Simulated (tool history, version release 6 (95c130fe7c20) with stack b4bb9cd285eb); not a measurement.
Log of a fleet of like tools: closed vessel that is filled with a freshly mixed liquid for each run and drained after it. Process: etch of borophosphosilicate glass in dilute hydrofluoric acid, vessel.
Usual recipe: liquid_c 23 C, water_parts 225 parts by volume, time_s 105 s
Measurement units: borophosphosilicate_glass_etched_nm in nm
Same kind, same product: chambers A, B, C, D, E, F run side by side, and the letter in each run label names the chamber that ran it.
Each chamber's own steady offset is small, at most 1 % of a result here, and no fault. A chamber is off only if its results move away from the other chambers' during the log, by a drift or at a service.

run	hour	liquid_c	water_parts	time_s	hours since the thermometer was replaced	hours since the hydrofluoric acid flow meter was replaced	read-back film thickness of the borophosphosilicate glass reference wafer, read on the same gauge (nm)	borophosphosilicate_glass_etched_nm
1D	12.1	23	225	105	758.9	1034	50.002	24.576
2B	24.2	23	225	105	345.5	219.9	49.998	24.29
3F	35.5	23	225	105	382.2	1056.1	50.004	24.635
4C	41.5	23	225	105	558.3	1747.1	49.994	24.222
5A	47.6	23	225	105	688.9	1296.9	50.033	24.422
6E	58.5	23	225	105	619.6	1573.6	49.989	24.676
7E	70.7	23	225	105	631.8	1585.8	49.993	24.507
8D	82.5	23	225	105	829.3	1104.4	50.011	24.564
9A	89.5	26	225	105	730.8	1338.8	50.016	27.326
# hour 100.9: chamber C: hydrofluoric acid flow meter replaced
10B	101.9	26	225	105	423.2	297.6	50.011	27.254
11F	111.2	26	225	105	457.9	1131.8	49.983	27.352
12C	122.1	26	225	105	638.9	21.3	49.998	27.053
13B	130.7	26	225	105	452	326.4	49.992	27.375
14D	139.6	26	225	105	886.4	1161.5	50.002	27.197
15A	149.6	23	225	105	790.9	1398.9	50.02	24.272
16E	161.2	23	225	105	722.3	1676.3	49.995	24.726
17C	170.5	23	225	105	687.3	69.7	49.992	24.405
# hour 172.8: chamber F: hydrofluoric acid flow meter replaced
18F	182.9	23	225	125	529.6	10.1	49.982	29.168
19C	192.6	23	225	125	709.4	91.8	49.988	28.993
# hour 201.4: chamber B: hydrofluoric acid flow meter replaced
20E	205.7	23	225	125	766.8	1720.8	50.005	29.415
21B	217.4	23	225	125	538.7	16.1	49.973	28.72
22A	229.5	23	225	125	870.8	1478.8	49.979	29.005
23F	239.1	23	225	125	585.8	66.3	50.003	29.218
24D	251	23	225	105	997.8	1272.9	49.984	24.318
25A	257.6	19.5	225	105	898.9	1506.9	49.989	21.32
26C	267.7	19.5	225	105	784.5	166.9	49.99	21.404
27B	276.8	19.5	225	105	598.1	75.5	49.984	20.774
28D	290.3	19.5	225	105	1037.1	1312.2	50.008	21.566
29E	303	19.5	225	105	864.1	1818.1	50.003	21.531
30F	313.7	19.5	225	105	660.4	140.9	49.977	21.599
# hour 317: chamber A: hydrofluoric acid flow meter replaced
31B	321.4	23	225	105	642.7	120.1	49.981	23.632
32E	331.2	23	225	105	892.3	1846.3	50.004	24.618
33A	341.9	23	225	105	983.2	25	50.004	24.571
34C	354.7	23	225	105	871.5	253.9	49.983	24.513
35F	361.7	19.5	310	105	708.4	188.9	50.017	14.44
36D	370.6	19.5	310	105	1117.4	1392.5	49.993	14.571
37A	378.7	19.5	310	105	1020	61.8	49.997	14.259
38D	385.5	19.5	310	105	1132.3	1407.4	49.998	14.511
39E	398.4	19.5	310	105	959.5	1913.5	50.009	14.553

Is one chamber out of step, is the gauge drifting, or do the chambers differ by no more than their own small offsets? For an off chamber, give its letter and the likeliest cause.

Chamber B drifts away from the others.
Likeliest cause: liquid colder than its thermometer reads (K) = 1.4.

Below are 4 candidate recipes for chamber B's next run, each the usual settings with a change, their results shown as question marks. Which of them brings B's results back in line with what the other chambers give on the usual settings?
In line here means within this much of the mean the other chambers give on the usual settings: borophosphosilicate_glass_etched_nm 0.38 nm
40B-1	408.2	22.5	225	105				?
40B-2	408.2	23.5	225	105				?
40B-3	408.2	24.5	225	105				?
40B-4	408.2	23	225	100				?

Other chambers, usual settings, mean: borophosphosilicate_glass_etched_nm 24.491 nm
run	borophosphosilicate_glass_etched_nm
40B-1	22.762
40B-2	23.629
40B-3	24.528
40B-4	22.089
40B-3 brings the chamber back in line.

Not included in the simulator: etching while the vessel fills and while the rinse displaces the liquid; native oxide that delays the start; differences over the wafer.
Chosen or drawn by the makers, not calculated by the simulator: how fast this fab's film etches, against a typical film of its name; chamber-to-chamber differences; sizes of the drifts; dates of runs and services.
